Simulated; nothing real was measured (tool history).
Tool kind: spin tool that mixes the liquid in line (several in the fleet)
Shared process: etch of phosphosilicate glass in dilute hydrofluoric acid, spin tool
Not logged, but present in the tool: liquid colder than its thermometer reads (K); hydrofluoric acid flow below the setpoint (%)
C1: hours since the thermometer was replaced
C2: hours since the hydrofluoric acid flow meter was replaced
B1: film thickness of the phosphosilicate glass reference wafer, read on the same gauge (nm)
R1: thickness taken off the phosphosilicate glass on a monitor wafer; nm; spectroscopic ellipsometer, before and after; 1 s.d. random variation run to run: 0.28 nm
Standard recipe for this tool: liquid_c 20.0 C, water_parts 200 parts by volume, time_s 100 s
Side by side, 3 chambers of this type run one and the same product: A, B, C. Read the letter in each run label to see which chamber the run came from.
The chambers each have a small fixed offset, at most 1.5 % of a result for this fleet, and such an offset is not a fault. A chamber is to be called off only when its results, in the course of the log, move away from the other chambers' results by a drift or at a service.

-- day=0.021 chamber A: hydrofluoric acid flow meter replaced
run 1B day=0.142 | liquid_c=20.0 water_parts=200 time_s=100 | C1=455.9 C2=656.0 | B1=50.007 | R1=29.019
run 2A day=0.233 | liquid_c=20.0 water_parts=200 time_s=100 | C1=1685.8 C2=5.1 | B1=49.977 | R1=28.905
run 3C day=0.425 | liquid_c=20.0 water_parts=200 time_s=100 | C1=2659.5 C2=1052.5 | B1=50.010 | R1=28.984
run 4C day=0.600 | liquid_c=20.0 water_parts=200 time_s=100 | C1=2663.7 C2=1056.7 | B1=50.027 | R1=29.329
run 5A day=0.696 | liquid_c=20.0 water_parts=200 time_s=100 | C1=1696.9 C2=16.2 | B1=49.984 | R1=28.457
run 6B day=0.862 | liquid_c=24.5 water_parts=200 time_s=140 | C1=473.2 C2=673.3 | B1=49.988 | R1=48.434
run 7C day=1.038 | liquid_c=24.5 water_parts=200 time_s=140 | C1=2674.2 C2=1067.2 | B1=50.019 | R1=47.980
run 8A day=1.167 | liquid_c=24.5 water_parts=200 time_s=140 | C1=1708.2 C2=27.5 | B1=49.996 | R1=47.592
run 9B day=1.300 | liquid_c=20.0 water_parts=200 time_s=100 | C1=483.7 C2=683.8 | B1=50.021 | R1=29.239
run 10A day=1.467 | liquid_c=20.0 water_parts=200 time_s=100 | C1=1715.4 C2=34.7 | B1=50.010 | R1=28.776
run 11C day=1.654 | liquid_c=20.0 water_parts=200 time_s=100 | C1=2689.0 C2=1082.0 | B1=49.962 | R1=29.300
run 12B day=1.800 | liquid_c=20.0 water_parts=200 time_s=100 | C1=495.7 C2=695.8 | B1=49.985 | R1=28.749
run 13B day=1.958 | liquid_c=20.0 water_parts=130 time_s=100 | C1=499.5 C2=699.6 | B1=49.989 | R1=48.291
run 14A day=2.100 | liquid_c=20.0 water_parts=130 time_s=100 | C1=1730.6 C2=49.9 | B1=49.986 | R1=48.052
run 15C day=2.283 | liquid_c=20.0 water_parts=130 time_s=100 | C1=2704.1 C2=1097.1 | B1=50.010 | R1=47.406
run 16B day=2.404 | liquid_c=20.0 water_parts=200 time_s=100 | C1=510.2 C2=710.3 | B1=49.962 | R1=28.899
run 17C day=2.538 | liquid_c=20.0 water_parts=200 time_s=100 | C1=2710.2 C2=1103.2 | B1=50.004 | R1=29.306
run 18A day=2.704 | liquid_c=20.0 water_parts=200 time_s=100 | C1=1745.1 C2=64.4 | B1=50.006 | R1=28.370
run 19B day=2.871 | liquid_c=20.0 water_parts=200 time_s=100 | C1=521.4 C2=721.5 | B1=50.006 | R1=28.230
run 20A day=3.050 | liquid_c=20.0 water_parts=200 time_s=100 | C1=1753.4 C2=72.7 | B1=50.012 | R1=28.952
run 21C day=3.162 | liquid_c=20.0 water_parts=200 time_s=100 | C1=2725.2 C2=1118.2 | B1=49.975 | R1=28.828
run 22A day=3.254 | liquid_c=20.0 water_parts=200 time_s=100 | C1=1758.3 C2=77.6 | B1=49.991 | R1=28.590
run 23B day=3.400 | liquid_c=20.0 water_parts=200 time_s=100 | C1=534.1 C2=734.2 | B1=50.016 | R1=28.593
run 24C day=3.588 | liquid_c=20.0 water_parts=200 time_s=100 | C1=2735.4 C2=1128.4 | B1=49.999 | R1=29.059
run 25B day=3.704 | liquid_c=20.0 water_parts=200 time_s=100 | C1=541.4 C2=741.5 | B1=50.025 | R1=28.463
run 26C day=3.871 | liquid_c=20.0 water_parts=200 time_s=100 | C1=2742.2 C2=1135.2 | B1=50.010 | R1=28.924
run 27A day=3.988 | liquid_c=20.0 water_parts=200 time_s=100 | C1=1775.9 C2=95.2 | B1=50.006 | R1=28.907
run 28C day=4.175 | liquid_c=20.0 water_parts=200 time_s=100 | C1=2749.5 C2=1142.5 | B1=49.983 | R1=28.727
-- day=4.254 chamber C: thermometer replaced
run 29A day=4.304 | liquid_c=20.0 water_parts=200 time_s=100 | C1=1783.5 C2=102.8 | B1=50.024 | R1=28.926
run 30B day=4.458 | liquid_c=23.5 water_parts=200 time_s=65 | C1=559.5 C2=759.6 | B1=50.029 | R1=20.466
run 31C day=4.617 | liquid_c=23.5 water_parts=200 time_s=65 | C1=8.7 C2=1153.1 | B1=50.018 | R1=21.592
run 32B day=4.804 | liquid_c=23.5 water_parts=200 time_s=65 | C1=567.8 C2=767.9 | B1=49.996 | R1=20.530
run 33A day=4.912 | liquid_c=20.0 water_parts=200 time_s=100 | C1=1798.1 C2=117.4 | B1=49.982 | R1=28.665
run 34C day=5.088 | liquid_c=20.0 water_parts=200 time_s=100 | C1=20.0 C2=1164.4 | B1=50.007 | R1=28.867
run 35A day=5.208 | liquid_c=22.0 water_parts=165 time_s=100 | C1=1805.2 C2=124.5 | B1=50.036 | R1=39.393
run 36B day=5.300 | liquid_c=22.0 water_parts=165 time_s=100 | C1=579.7 C2=779.8 | B1=50.018 | R1=36.840

The same settings go to every chamber for the next run, one line per chamber below. Forecast the results for each:
run 37A day=5.438 | liquid_c=20.0 water_parts=200 time_s=100 | R1=?
run 37B day=5.438 | liquid_c=20.0 water_parts=200 time_s=100 | R1=?
run 37C day=5.438 | liquid_c=20.0 water_parts=200 time_s=100 | R1=?

run=37A R1=28.743
run=37B R1=26.803
run=37C R1=29.275

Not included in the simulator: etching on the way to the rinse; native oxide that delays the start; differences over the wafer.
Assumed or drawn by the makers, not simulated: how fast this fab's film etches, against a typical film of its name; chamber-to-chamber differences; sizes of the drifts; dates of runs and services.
